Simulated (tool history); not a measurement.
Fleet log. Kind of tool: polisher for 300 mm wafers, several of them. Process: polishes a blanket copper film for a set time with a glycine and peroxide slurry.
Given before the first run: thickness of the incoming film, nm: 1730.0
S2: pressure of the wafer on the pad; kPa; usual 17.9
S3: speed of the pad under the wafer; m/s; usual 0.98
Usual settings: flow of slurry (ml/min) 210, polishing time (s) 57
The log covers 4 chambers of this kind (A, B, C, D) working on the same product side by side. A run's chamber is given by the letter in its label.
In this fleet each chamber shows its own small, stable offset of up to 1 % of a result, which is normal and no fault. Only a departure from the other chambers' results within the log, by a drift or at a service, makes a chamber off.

{"run": "1C", "hour": 4.3, "flow of slurry (ml/min)": 210, "S2": 17.9, "S3": 0.98, "polishing time (s)": 57, "film removed (nm)": 303.33}
{"run": "2A", "hour": 12.0, "flow of slurry (ml/min)": 210, "S2": 17.9, "S3": 0.98, "polishing time (s)": 57, "film removed (nm)": 303.34}
{"run": "3D", "hour": 19.1, "flow of slurry (ml/min)": 210, "S2": 17.9, "S3": 0.98, "polishing time (s)": 57, "film removed (nm)": 301.91}
{"hour": 20.2, "done": "chamber C: worn pad replaced by a new one"}
{"hour": 23.9, "done": "chamber D: worn pad replaced by a new one"}
{"run": "4B", "hour": 24.1, "flow of slurry (ml/min)": 210, "S2": 17.9, "S3": 0.98, "polishing time (s)": 57, "film removed (nm)": 301.99}
{"run": "5A", "hour": 32.9, "flow of slurry (ml/min)": 210, "S2": 17.9, "S3": 0.98, "polishing time (s)": 57, "film removed (nm)": 298.57}
{"run": "6D", "hour": 38.4, "flow of slurry (ml/min)": 210, "S2": 17.9, "S3": 0.98, "polishing time (s)": 57, "film removed (nm)": 300.73}
{"run": "7C", "hour": 42.7, "flow of slurry (ml/min)": 210, "S2": 17.9, "S3": 0.98, "polishing time (s)": 57, "film removed (nm)": 303.07}
{"hour": 43.1, "done": "chamber B: worn pad replaced by a new one"}
{"hour": 43.1, "done": "chamber A: worn pad replaced by a new one"}
{"run": "8B", "hour": 46.8, "flow of slurry (ml/min)": 210, "S2": 17.9, "S3": 0.98, "polishing time (s)": 57, "film removed (nm)": 306.03}
{"run": "9B", "hour": 53.3, "flow of slurry (ml/min)": 210, "S2": 17.9, "S3": 0.98, "polishing time (s)": 57, "film removed (nm)": 302.09}
{"hour": 55.3, "done": "chamber B: head pressure recalibrated"}
{"hour": 60.2, "done": "chamber A: head pressure recalibrated"}
{"run": "10C", "hour": 62.4, "flow of slurry (ml/min)": 210, "S2": 17.9, "S3": 0.98, "polishing time (s)": 57, "film removed (nm)": 300.69}
{"run": "11A", "hour": 68.2, "flow of slurry (ml/min)": 210, "S2": 17.9, "S3": 0.98, "polishing time (s)": 57, "film removed (nm)": 291.35}
{"run": "12D", "hour": 73.3, "flow of slurry (ml/min)": 210, "S2": 17.9, "S3": 0.98, "polishing time (s)": 57, "film removed (nm)": 301.4}
{"hour": 77.6, "done": "chamber C: worn pad replaced by a new one"}
{"run": "13D", "hour": 77.9, "flow of slurry (ml/min)": 210, "S2": 17.9, "S3": 0.98, "polishing time (s)": 57, "film removed (nm)": 303.01}
{"run": "14C", "hour": 84.4, "flow of slurry (ml/min)": 285, "S2": 17.9, "S3": 0.98, "polishing time (s)": 57, "film removed (nm)": 309.86}
{"run": "15A", "hour": 90.1, "flow of slurry (ml/min)": 285, "S2": 17.9, "S3": 0.98, "polishing time (s)": 57, "film removed (nm)": 302.72}
{"run": "16B", "hour": 97.5, "flow of slurry (ml/min)": 285, "S2": 17.9, "S3": 0.98, "polishing time (s)": 57, "film removed (nm)": 318.71}
{"hour": 100.1, "done": "chamber A: worn pad replaced by a new one"}
{"run": "17B", "hour": 103.4, "flow of slurry (ml/min)": 285, "S2": 17.9, "S3": 0.98, "polishing time (s)": 57, "film removed (nm)": 319.68}
{"run": "18D", "hour": 111.9, "flow of slurry (ml/min)": 210, "S2": 17.9, "S3": 0.98, "polishing time (s)": 57, "film removed (nm)": 300.05}
{"run": "19C", "hour": 116.3, "flow of slurry (ml/min)": 210, "S2": 17.9, "S3": 0.98, "polishing time (s)": 57, "film removed (nm)": 304.6}
{"run": "20A", "hour": 121.3, "flow of slurry (ml/min)": 210, "S2": 17.9, "S3": 0.98, "polishing time (s)": 57, "film removed (nm)": 289.16}
{"hour": 128.3, "done": "chamber D: worn pad replaced by a new one"}
{"run": "21B", "hour": 130.3, "flow of slurry (ml/min)": 210, "S2": 17.9, "S3": 0.98, "polishing time (s)": 57, "film removed (nm)": 304.42}
{"hour": 136.6, "done": "chamber C: worn pad replaced by a new one"}
{"run": "22A", "hour": 136.7, "flow of slurry (ml/min)": 210, "S2": 17.9, "S3": 0.98, "polishing time (s)": 57, "film removed (nm)": 285.86}
{"run": "23D", "hour": 145.5, "flow of slurry (ml/min)": 210, "S2": 17.9, "S3": 0.98, "polishing time (s)": 57, "film removed (nm)": 299.27}
{"hour": 148.7, "done": "chamber A: worn pad replaced by a new one"}
{"run": "24C", "hour": 150.2, "flow of slurry (ml/min)": 210, "S2": 17.9, "S3": 0.78, "polishing time (s)": 41, "film removed (nm)": 181.45}
{"run": "25D", "hour": 156.5, "flow of slurry (ml/min)": 210, "S2": 17.9, "S3": 0.78, "polishing time (s)": 41, "film removed (nm)": 180.66}
{"run": "26B", "hour": 161.1, "flow of slurry (ml/min)": 210, "S2": 17.9, "S3": 0.78, "polishing time (s)": 41, "film removed (nm)": 181.44}
{"run": "27A", "hour": 167.1, "flow of slurry (ml/min)": 210, "S2": 17.9, "S3": 0.78, "polishing time (s)": 41, "film removed (nm)": 172.95}
{"run": "28C", "hour": 174.2, "flow of slurry (ml/min)": 210, "S2": 17.9, "S3": 0.98, "polishing time (s)": 57, "film removed (nm)": 302.05}

Is one chamber off against the others, does the gauge drift, or is nothing wrong? If a chamber is off, say which, and what the likeliest cause is.

Chamber A came out of a service off from its peers and stayed that way.
Most likely cause: head's pressure below its setpoint, % = 5.34.

Here are 4 candidates for chamber A's next run, each the usual settings with a change, their results left as question marks. Which one brings its results back in line with what the others give on the usual settings?
In line here means within this much of the mean the other chambers give on the usual settings: film removed (nm) 6.60
{"run": "29A-1", "hour": 180.7, "flow of slurry (ml/min)": 210, "S2": 17.9, "S3": 0.96, "polishing time (s)": 57, "film removed (nm)": "?"}
{"run": "29A-2", "hour": 180.7, "flow of slurry (ml/min)": 210, "S2": 17.9, "S3": 0.98, "polishing time (s)": 58, "film removed (nm)": "?"}
{"run": "29A-3", "hour": 180.7, "flow of slurry (ml/min)": 210, "S2": 17.9, "S3": 0.92, "polishing time (s)": 57, "film removed (nm)": "?"}
{"run": "29A-4", "hour": 180.7, "flow of slurry (ml/min)": 210, "S2": 18.6, "S3": 1.0, "polishing time (s)": 57, "film removed (nm)": "?"}

On the usual settings, the other chambers give on average: film removed (nm) 303.64
run=29A-1 film_removed_(nm)=284.64
run=29A-2 film_removed_(nm)=294.51
run=29A-3 film_removed_(nm)=275.05
run=29A-4 film_removed_(nm)=303.37
With 29A-4, the chamber falls back in line with the rest.
